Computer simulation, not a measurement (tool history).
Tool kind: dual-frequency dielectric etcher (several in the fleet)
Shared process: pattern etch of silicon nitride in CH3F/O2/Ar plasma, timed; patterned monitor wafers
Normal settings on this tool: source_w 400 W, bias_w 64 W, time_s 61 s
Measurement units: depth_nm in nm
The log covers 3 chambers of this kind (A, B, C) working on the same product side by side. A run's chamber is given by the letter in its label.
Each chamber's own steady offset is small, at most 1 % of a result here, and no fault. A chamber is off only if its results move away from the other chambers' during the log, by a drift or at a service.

run,hour,source_w,bias_w,time_s,"read-back reference wafer on the same gauge, depth_nm",depth_nm
1C,3.0,400,64,61,49.080,41.045
2B,6.3,400,64,61,49.113,40.696
3A,12.3,400,64,61,49.115,40.917
# hour 14.0: chamber B: wet clean of the chamber
4A,17.9,400,64,61,49.119,40.778
5C,24.1,400,64,61,49.136,41.032
6B,29.3,400,64,61,49.137,40.867
7A,34.9,400,64,61,49.141,40.931
8C,39.7,400,64,61,49.152,40.997
9B,43.7,400,64,61,49.146,40.806
10A,48.7,400,64,61,49.156,40.865
11B,54.6,400,64,61,49.171,40.830
12C,58.4,400,64,61,49.181,41.056
13B,63.5,400,64,61,49.193,40.812
14A,66.3,400,64,61,49.199,40.958
15C,70.8,400,49,61,49.177,37.744
16A,75.3,400,49,61,49.188,37.414
17C,79.8,400,49,61,49.215,37.695
18B,84.4,400,64,61,49.207,40.849
19A,89.8,400,64,61,49.222,40.970
20C,95.3,400,64,61,49.227,41.133
21B,101.0,340,64,61,49.235,38.379
22B,105.0,340,64,61,49.237,38.363
23C,110.6,340,64,61,49.244,38.662
24A,115.7,400,64,61,49.262,40.986
25B,121.5,400,64,61,49.247,40.859
26C,124.8,400,64,61,49.275,41.119
27A,130.5,400,64,61,49.287,41.035
28C,134.4,400,64,61,49.275,41.103
29A,140.3,400,64,61,49.274,40.959
30B,143.2,400,64,61,49.300,40.927
31A,149.0,400,64,61,49.307,40.957
32B,154.7,400,64,61,49.301,40.989
33C,157.6,400,64,61,49.320,41.239
34B,161.7,400,64,61,49.319,40.965
35A,165.3,400,64,61,49.328,41.053
36C,170.2,400,64,61,49.332,41.187
37B,174.4,330,64,61,49.347,38.075
38A,179.1,330,64,61,49.338,38.174
39C,182.8,330,64,61,49.342,38.265

All 3 chambers run these settings next. Forecast each chamber's results:
40A,187.3,400,64,61,,?
40B,187.3,400,64,61,,?
40C,187.3,400,64,61,,?

run,depth_nm
40A,41.039
40B,40.884
40C,41.239
